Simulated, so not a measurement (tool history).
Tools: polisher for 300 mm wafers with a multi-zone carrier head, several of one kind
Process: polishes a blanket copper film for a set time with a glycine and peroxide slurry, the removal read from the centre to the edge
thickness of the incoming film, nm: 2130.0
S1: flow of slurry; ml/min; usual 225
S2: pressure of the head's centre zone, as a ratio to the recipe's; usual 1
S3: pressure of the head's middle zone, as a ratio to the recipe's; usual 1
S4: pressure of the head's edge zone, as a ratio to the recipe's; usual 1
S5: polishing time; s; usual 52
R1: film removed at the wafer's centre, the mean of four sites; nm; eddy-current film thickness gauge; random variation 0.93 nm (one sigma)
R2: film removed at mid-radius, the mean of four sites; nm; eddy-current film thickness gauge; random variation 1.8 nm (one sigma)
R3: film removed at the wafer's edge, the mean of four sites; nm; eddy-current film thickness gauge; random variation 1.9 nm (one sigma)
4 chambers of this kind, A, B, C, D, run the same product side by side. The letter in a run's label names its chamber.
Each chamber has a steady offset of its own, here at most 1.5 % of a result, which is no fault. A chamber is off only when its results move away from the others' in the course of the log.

| run | hour | S1 | S2 | S3 | S4 | S5 | R1 | R2 | R3 |
|---|---|---|---|---|---|---|---|---|---|
|  | 1.3 | chamber D: worn pad replaced by a new one |
| 1A | 2.9 | 225 | 1 | 1 | 1 | 52 | 137.46 | 136.76 | 132.19 |
| 2C | 5.3 | 225 | 1 | 1 | 1 | 52 | 136.44 | 134.07 | 134.39 |
| 3B | 9.9 | 225 | 1 | 1 | 1 | 52 | 135.6 | 132.39 | 135.2 |
| 4D | 13.3 | 225 | 1 | 1 | 1 | 52 | 134.63 | 135.57 | 137.08 |
|  | 15.4 | chamber B: worn pad replaced by a new one |
| 5C | 16.8 | 225 | 1 | 1 | 1 | 52 | 136.28 | 134.98 | 134.58 |
| 6A | 20.1 | 225 | 1 | 1 | 1 | 52 | 138.19 | 138.91 | 132.74 |
| 7B | 23.9 | 225 | 1 | 1 | 1 | 52 | 134.51 | 137.47 | 134.26 |
| 8D | 28.6 | 225 | 1 | 1 | 1 | 52 | 135.73 | 134.53 | 139.14 |
| 9B | 31.1 | 225 | 1 | 0.92 | 1 | 52 | 135.12 | 127.58 | 132.13 |
| 10A | 34.3 | 225 | 1 | 0.92 | 1 | 52 | 134.78 | 126.37 | 132.66 |
| 11D | 38.4 | 225 | 1 | 0.92 | 1 | 52 | 132 | 123.19 | 133.32 |
| 12C | 41.2 | 225 | 1 | 0.92 | 1 | 52 | 137.84 | 121.84 | 137.15 |
| 13B | 43.5 | 225 | 1 | 1 | 1 | 52 | 133.88 | 134.17 | 135.18 |
| 14A | 46.4 | 225 | 1 | 1 | 1 | 52 | 134.61 | 134.08 | 133 |
| 15D | 51.1 | 225 | 1 | 1 | 1 | 52 | 134.5 | 131.8 | 132.17 |
|  | 53.2 | chamber B: slurry nozzle cleaned |
| 16C | 55.4 | 225 | 1 | 1 | 1 | 52 | 137.32 | 135.85 | 134.89 |
| 17D | 59.8 | 225 | 1 | 1 | 1 | 52 | 133.95 | 137.59 | 134.74 |
| 18C | 64.5 | 225 | 1.06 | 1 | 1 | 52 | 144.39 | 135.62 | 136.93 |
|  | 64.7 | chamber B: worn pad replaced by a new one |
| 19A | 67.1 | 225 | 1.06 | 1 | 1 | 52 | 138.91 | 133.7 | 131.22 |
|  | 69.5 | chamber D: worn pad replaced by a new one |
|  | 69.7 | chamber A: worn pad replaced by a new one |
| 20B | 71.9 | 225 | 1.06 | 1 | 1 | 52 | 146.26 | 136.55 | 136.42 |
| 21A | 75.9 | 225 | 1.06 | 1 | 1 | 52 | 138.69 | 129.15 | 129.92 |
| 22D | 79.8 | 225 | 1 | 1 | 1 | 52 | 134.01 | 134.15 | 130.6 |
| 23B | 82.9 | 225 | 1 | 1 | 1 | 52 | 134.91 | 135.99 | 134.15 |
| 24C | 87.5 | 225 | 1 | 1 | 1 | 52 | 136.24 | 133.71 | 133.39 |
| 25C | 91.4 | 225 | 1 | 1 | 1 | 52 | 136.3 | 134.78 | 134.02 |
| 26B | 94 | 225 | 1 | 1 | 1 | 46 | 118.55 | 119.51 | 117.34 |
| 27A | 98.8 | 225 | 1 | 1 | 1 | 46 | 111.6 | 112.83 | 112.96 |
| 28D | 101.6 | 225 | 1 | 1 | 1 | 46 | 117.53 | 119.65 | 122.9 |

Next, every chamber runs the same settings. What will each give?
| 29A | 105 | 225 | 1 | 0.88 | 1 | 52 | ? | ? | ? |
| 29B | 105 | 225 | 1 | 0.88 | 1 | 52 | ? | ? | ? |
| 29C | 105 | 225 | 1 | 0.88 | 1 | 52 | ? | ? | ? |
| 29D | 105 | 225 | 1 | 0.88 | 1 | 52 | ? | ? | ? |

| run | R1 | R2 | R3 |
|---|---|---|---|
| 29A | 122.75 | 112.13 | 127.93 |
| 29B | 134.9 | 117.27 | 137.02 |
| 29C | 135.94 | 120.48 | 135.67 |
| 29D | 132.15 | 121.29 | 134.23 |

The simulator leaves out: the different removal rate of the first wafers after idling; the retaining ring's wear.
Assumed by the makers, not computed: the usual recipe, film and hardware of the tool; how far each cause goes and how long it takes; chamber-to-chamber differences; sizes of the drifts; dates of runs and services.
